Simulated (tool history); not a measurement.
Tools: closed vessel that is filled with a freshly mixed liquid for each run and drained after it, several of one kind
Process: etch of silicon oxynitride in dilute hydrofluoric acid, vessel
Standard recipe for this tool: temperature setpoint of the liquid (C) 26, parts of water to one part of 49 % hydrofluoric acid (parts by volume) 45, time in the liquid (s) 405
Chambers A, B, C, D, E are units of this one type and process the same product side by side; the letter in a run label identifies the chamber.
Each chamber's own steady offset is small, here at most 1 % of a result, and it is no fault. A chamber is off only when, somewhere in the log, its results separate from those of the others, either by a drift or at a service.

| run | hour | temperature setpoint of the liquid (C) | parts of water to one part of 49 % hydrofluoric acid (parts by volume) | time in the liquid (s) | read-back film thickness of the silicon oxynitride reference wafer, read on the same gauge (nm) | thickness taken off the silicon oxynitride on a monitor wafer (angstrom) |
|---|---|---|---|---|---|---|
|  | 0.5 | chamber D: thermometer replaced |
| 1C | 6.9 | 26 | 45 | 405 | 139.99 | 381.14 |
| 2E | 11.8 | 26 | 45 | 405 | 139.96 | 380.52 |
| 3A | 18.8 | 26 | 45 | 405 | 140.01 | 387.22 |
| 4D | 26.9 | 26 | 45 | 405 | 140.01 | 385.37 |
| 5B | 35.9 | 26 | 45 | 405 | 139.97 | 385.9 |
| 6E | 41.3 | 26 | 45 | 405 | 140 | 377.65 |
| 7D | 51.3 | 26 | 35 | 520 | 139.98 | 649.1 |
| 8A | 60.8 | 26 | 35 | 520 | 139.98 | 639.43 |
| 9B | 66.4 | 26 | 35 | 520 | 139.98 | 647.28 |
| 10C | 73.8 | 26 | 35 | 520 | 139.99 | 644.49 |
| 11C | 79.6 | 26 | 35 | 520 | 140 | 642.55 |
| 12A | 89.3 | 26 | 45 | 405 | 139.94 | 383.65 |
| 13D | 95.2 | 26 | 45 | 405 | 140 | 383.7 |
| 14E | 103.1 | 26 | 45 | 405 | 140.03 | 380.76 |
| 15B | 113 | 23 | 45 | 610 | 140.01 | 506.48 |
| 16C | 121.9 | 23 | 45 | 610 | 140.01 | 495.25 |
| 17E | 126.9 | 23 | 45 | 610 | 140.04 | 498.52 |
| 18D | 131.8 | 23 | 45 | 610 | 139.99 | 499.39 |
| 19B | 138.7 | 23 | 45 | 610 | 139.98 | 496.37 |
| 20A | 146.1 | 26 | 45 | 405 | 140.06 | 389.57 |
| 21A | 156.3 | 26 | 45 | 405 | 139.97 | 384.79 |
| 22B | 164.3 | 26 | 45 | 405 | 139.99 | 388.24 |
| 23E | 172.3 | 26 | 45 | 405 | 139.99 | 383.99 |
| 24C | 182.6 | 26 | 45 | 405 | 139.97 | 378.29 |
| 25D | 188.9 | 26 | 45 | 405 | 140 | 381.74 |
| 26B | 197 | 26 | 45 | 405 | 140.01 | 392.66 |
| 27C | 205.8 | 26 | 45 | 405 | 139.99 | 388.09 |
| 28E | 215.7 | 26 | 45 | 405 | 140.01 | 381.86 |
| 29A | 224.8 | 26 | 45 | 405 | 140 | 392.46 |
| 30D | 229.9 | 26 | 45 | 405 | 139.99 | 384.59 |
| 31E | 234.8 | 26 | 45 | 405 | 139.99 | 373.93 |
| 32C | 242 | 26 | 40 | 405 | 139.99 | 433.8 |
| 33A | 247.7 | 26 | 40 | 405 | 140.02 | 441.6 |
|  | 248.9 | chamber E: hydrofluoric acid flow meter replaced |
| 34B | 256.9 | 26 | 40 | 405 | 140.05 | 434.17 |
| 35D | 264.1 | 26 | 40 | 405 | 140 | 432.02 |
|  | 265.3 | chamber B: thermometer replaced |
| 36D | 272.3 | 26 | 40 | 405 | 140.01 | 436.21 |
| 37C | 281.1 | 26 | 45 | 405 | 140 | 379.5 |
| 38A | 285.7 | 26 | 45 | 405 | 140.03 | 383.52 |
| 39B | 290.6 | 26 | 45 | 405 | 140.01 | 383.9 |
| 40E | 298.9 | 26 | 45 | 405 | 140.01 | 385.2 |
| 41B | 307.8 | 26 | 45 | 405 | 139.97 | 385.47 |
| 42E | 313.1 | 26 | 45 | 405 | 140.02 | 386.87 |
| 43D | 319.3 | 26 | 45 | 405 | 140.05 | 381.43 |

All 5 chambers run these settings next. Forecast each chamber's results:
| 44A | 326.7 | 26 | 45 | 405 |  | ? |
| 44B | 326.7 | 26 | 45 | 405 |  | ? |
| 44C | 326.7 | 26 | 45 | 405 |  | ? |
| 44D | 326.7 | 26 | 45 | 405 |  | ? |
| 44E | 326.7 | 26 | 45 | 405 |  | ? |

| run | thickness taken off the silicon oxynitride on a monitor wafer (angstrom) |
|---|---|
| 44A | 390.15 |
| 44B | 380.58 |
| 44C | 386.31 |
| 44D | 384.02 |
| 44E | 380.09 |

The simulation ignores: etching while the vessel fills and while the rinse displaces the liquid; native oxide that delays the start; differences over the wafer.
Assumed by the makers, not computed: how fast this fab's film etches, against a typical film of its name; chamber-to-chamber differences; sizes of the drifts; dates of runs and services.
